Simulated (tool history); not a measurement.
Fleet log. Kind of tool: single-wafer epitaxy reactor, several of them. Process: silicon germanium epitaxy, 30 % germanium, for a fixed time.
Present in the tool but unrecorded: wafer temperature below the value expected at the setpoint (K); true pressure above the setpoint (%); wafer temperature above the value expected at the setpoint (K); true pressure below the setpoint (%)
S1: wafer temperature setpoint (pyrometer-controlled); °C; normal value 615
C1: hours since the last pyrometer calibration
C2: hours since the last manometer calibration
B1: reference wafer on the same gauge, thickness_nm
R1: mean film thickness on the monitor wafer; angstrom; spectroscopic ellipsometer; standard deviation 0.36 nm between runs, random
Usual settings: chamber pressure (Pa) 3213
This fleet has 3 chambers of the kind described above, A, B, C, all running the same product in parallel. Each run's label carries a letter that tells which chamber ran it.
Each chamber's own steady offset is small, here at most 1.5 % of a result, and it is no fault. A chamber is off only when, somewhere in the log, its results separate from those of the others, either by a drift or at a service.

run 1B hour=6.9 | S1=615 chamber_pressure_(Pa)=3213 | C1=923.7 C2=2301.3 | B1=77.603 | R1=838.17
run 2C hour=13.6 | S1=615 chamber_pressure_(Pa)=3213 | C1=1985.9 C2=427.4 | B1=77.641 | R1=829.37
run 3A hour=21.7 | S1=615 chamber_pressure_(Pa)=3213 | C1=41.9 C2=807.4 | B1=77.575 | R1=823.86
run 4A hour=29.8 | S1=615 chamber_pressure_(Pa)=3213 | C1=50.0 C2=815.5 | B1=77.547 | R1=820.69
run 5C hour=34.2 | S1=615 chamber_pressure_(Pa)=3213 | C1=2006.5 C2=448.0 | B1=77.612 | R1=829.90
run 6B hour=39.6 | S1=615 chamber_pressure_(Pa)=3213 | C1=956.4 C2=2334.0 | B1=77.592 | R1=831.67
run 7A hour=47.2 | S1=615 chamber_pressure_(Pa)=3213 | C1=67.4 C2=832.9 | B1=77.589 | R1=821.11
run 8C hour=52.0 | S1=615 chamber_pressure_(Pa)=3213 | C1=2024.3 C2=465.8 | B1=77.666 | R1=828.49
run 9B hour=59.2 | S1=615 chamber_pressure_(Pa)=3213 | C1=976.0 C2=2353.6 | B1=77.687 | R1=834.17
run 10C hour=66.0 | S1=615 chamber_pressure_(Pa)=3213 | C1=2038.3 C2=479.8 | B1=77.632 | R1=829.31
run 11B hour=70.0 | S1=607 chamber_pressure_(Pa)=2426 | C1=986.8 C2=2364.4 | B1=77.580 | R1=648.66
run 12A hour=74.4 | S1=607 chamber_pressure_(Pa)=2426 | C1=94.6 C2=860.1 | B1=77.536 | R1=637.93
run 13A hour=80.7 | S1=607 chamber_pressure_(Pa)=2426 | C1=100.9 C2=866.4 | B1=77.656 | R1=635.61
-- hour=84.6 chamber C: pyrometer calibrated
run 14C hour=88.9 | S1=615 chamber_pressure_(Pa)=3213 | C1=4.4 C2=502.7 | B1=77.607 | R1=830.00
run 15B hour=94.7 | S1=610 chamber_pressure_(Pa)=3773 | C1=1011.5 C2=2389.1 | B1=77.635 | R1=815.06
run 16A hour=101.3 | S1=610 chamber_pressure_(Pa)=3773 | C1=121.5 C2=887.0 | B1=77.593 | R1=798.27
run 17C hour=107.5 | S1=610 chamber_pressure_(Pa)=3773 | C1=23.0 C2=521.3 | B1=77.608 | R1=799.55
run 18B hour=113.9 | S1=615 chamber_pressure_(Pa)=3213 | C1=1030.7 C2=2408.3 | B1=77.657 | R1=833.93
run 19C hour=119.0 | S1=615 chamber_pressure_(Pa)=3213 | C1=34.5 C2=532.8 | B1=77.557 | R1=834.02
run 20B hour=126.6 | S1=627 chamber_pressure_(Pa)=3533 | C1=1043.4 C2=2421.0 | B1=77.562 | R1=1071.30
run 21A hour=134.2 | S1=627 chamber_pressure_(Pa)=3533 | C1=154.4 C2=919.9 | B1=77.496 | R1=1050.70
run 22C hour=139.8 | S1=627 chamber_pressure_(Pa)=3533 | C1=55.3 C2=553.6 | B1=77.557 | R1=1062.80
run 23B hour=145.2 | S1=615 chamber_pressure_(Pa)=3213 | C1=1062.0 C2=2439.6 | B1=77.547 | R1=836.54
run 24A hour=149.3 | S1=615 chamber_pressure_(Pa)=3213 | C1=169.5 C2=935.0 | B1=77.573 | R1=829.29
run 25A hour=154.8 | S1=615 chamber_pressure_(Pa)=3213 | C1=175.0 C2=940.5 | B1=77.610 | R1=826.67
run 26C hour=162.0 | S1=615 chamber_pressure_(Pa)=3213 | C1=77.5 C2=575.8 | B1=77.659 | R1=830.85
run 27B hour=169.2 | S1=615 chamber_pressure_(Pa)=3213 | C1=1086.0 C2=2463.6 | B1=77.570 | R1=838.46
run 28C hour=177.1 | S1=602 chamber_pressure_(Pa)=3560 | C1=92.6 C2=590.9 | B1=77.520 | R1=682.82
run 29B hour=185.3 | S1=602 chamber_pressure_(Pa)=3560 | C1=1102.1 C2=2479.7 | B1=77.560 | R1=684.72
run 30A hour=193.5 | S1=602 chamber_pressure_(Pa)=3560 | C1=213.7 C2=979.2 | B1=77.625 | R1=678.75
run 31B hour=198.2 | S1=615 chamber_pressure_(Pa)=3213 | C1=1115.0 C2=2492.6 | B1=77.595 | R1=830.51
run 32A hour=201.8 | S1=615 chamber_pressure_(Pa)=3213 | C1=222.0 C2=987.5 | B1=77.683 | R1=821.29
run 33C hour=206.9 | S1=615 chamber_pressure_(Pa)=3213 | C1=122.4 C2=620.7 | B1=77.610 | R1=828.23

Decide between three cases: one chamber stands off from its peers, the gauge reading all wafers drifts, or nothing is wrong past each chamber's small offset. Where a chamber is off, say which and what most likely put it there.

All chambers stay in line apart from their small fixed offsets, and the gauge does not drift.

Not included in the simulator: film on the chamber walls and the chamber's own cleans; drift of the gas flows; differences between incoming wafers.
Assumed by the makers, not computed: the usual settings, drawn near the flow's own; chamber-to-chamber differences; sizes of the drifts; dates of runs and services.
